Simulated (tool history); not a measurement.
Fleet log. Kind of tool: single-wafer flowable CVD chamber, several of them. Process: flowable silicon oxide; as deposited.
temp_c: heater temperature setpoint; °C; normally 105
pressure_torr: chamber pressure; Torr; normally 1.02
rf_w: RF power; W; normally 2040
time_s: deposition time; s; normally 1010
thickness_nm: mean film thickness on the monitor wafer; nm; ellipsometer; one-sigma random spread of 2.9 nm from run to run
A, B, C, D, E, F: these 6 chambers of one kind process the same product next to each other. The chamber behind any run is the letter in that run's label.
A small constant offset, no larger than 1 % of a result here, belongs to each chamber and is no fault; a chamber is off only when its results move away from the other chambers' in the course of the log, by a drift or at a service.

run,day,temp_c,pressure_torr,rf_w,time_s,"read-back reference wafer on the same gauge, thickness_nm",thickness_nm
1F,0.621,105,1.02,2040,1010,831.96,705.99
2D,1.254,105,1.02,2040,1010,832.65,703.51
3B,1.633,105,1.02,2040,1010,831.77,705.42
4A,1.917,105,1.02,2040,1010,831.64,709.60
5C,2.354,105,0.89,2040,1010,831.46,601.47
# day 2.571: chamber C: capacitance manometer re-zeroed and calibrated
6E,2.950,105,0.89,2040,1010,831.69,599.89
7B,3.296,105,0.89,2040,1010,832.61,600.95
8A,3.892,105,0.89,2040,1010,831.91,599.52
9F,4.262,105,0.89,2040,1010,832.07,600.72
10E,4.708,105,0.89,2040,1010,832.03,600.07
11D,5.112,105,1.02,2040,1010,831.94,701.69
12C,5.612,105,1.02,2040,1010,832.86,714.75
13F,6.058,105,1.02,2040,1010,831.65,714.62
14C,6.554,105,1.02,2040,1010,832.25,710.21
# day 6.667: chamber F: thermocouple changed; heater temperature recalibrated
15A,7.138,105,1.02,2040,1010,832.22,705.53
16B,7.625,105,1.02,2040,1010,832.19,706.46
17D,8.154,105,1.02,2040,890,831.42,620.81
18E,8.608,105,1.02,2040,890,831.16,624.78
19A,9.112,105,1.02,2040,890,832.46,622.20
# day 9.683: chamber B: capacitance manometer re-zeroed and calibrated
20C,9.708,105,1.02,2040,890,832.08,626.82
21B,10.212,105,1.02,2040,890,832.50,624.30
22D,10.754,105,1.02,2040,890,832.03,619.82
23F,11.217,105,1.02,2040,920,832.31,611.59
# day 11.512: chamber A: thermocouple changed; heater temperature recalibrated
24E,11.738,105,1.02,2040,920,832.17,645.56
25F,12.188,105,1.02,2040,920,830.87,613.72
26C,12.633,105,1.02,2040,920,832.12,645.21
27B,12.933,105,1.02,2040,920,831.35,645.59
28D,13.367,105,1.02,2040,920,831.95,642.26
29A,13.692,105,1.02,1900,1010,832.23,691.88
# day 13.792: chamber C: thermocouple changed; heater temperature recalibrated
30E,14.267,105,1.02,1900,1010,832.36,701.61
31F,14.717,105,1.02,1900,1010,831.69,659.97
# day 15.067: chamber E: thermocouple changed; heater temperature recalibrated
32D,15.225,105,1.02,1900,1010,832.70,692.87
33A,15.817,105,1.02,1900,1010,832.24,698.37
34C,16.421,105,1.02,1900,1010,831.27,698.92
35E,16.721,105,1.02,2040,1010,831.43,708.56
36B,17.012,105,1.02,2040,1010,832.04,706.30
37D,17.354,105,1.02,2040,1010,832.07,706.57
38E,17.700,105,1.02,2040,1010,831.94,707.72
39C,18.304,105,1.02,2040,1010,831.67,702.03

One chamber off, gauge drift, or nothing amiss beyond the chambers' own small offsets? If it is a chamber, which one, and what is the likeliest cause?

A service left chamber F off against the others.
Most likely cause: wafer temperature above the value expected at the setpoint (K) = 1.55.

Below are 4 candidate recipes for chamber F's next run, each the usual settings with a change, their results shown as question marks. Which of them brings F's results back in line with what the other chambers give on the usual settings?
In-line tolerance around the mean of the other chambers on the usual settings: thickness_nm 10.00 nm
40F-1,18.754,104,1.03,2040,1010,,?
40F-2,18.754,105,1.02,1645,1010,,?
40F-3,18.754,105,1.03,2040,1010,,?
40F-4,18.754,105,1.01,2040,1000,,?

Other chambers, usual settings, mean: thickness_nm 705.74 nm
run,thickness_nm
40F-1,702.88
40F-2,637.30
40F-3,679.70
40F-4,657.02
It is 40F-1 that realigns the chamber with its peers.

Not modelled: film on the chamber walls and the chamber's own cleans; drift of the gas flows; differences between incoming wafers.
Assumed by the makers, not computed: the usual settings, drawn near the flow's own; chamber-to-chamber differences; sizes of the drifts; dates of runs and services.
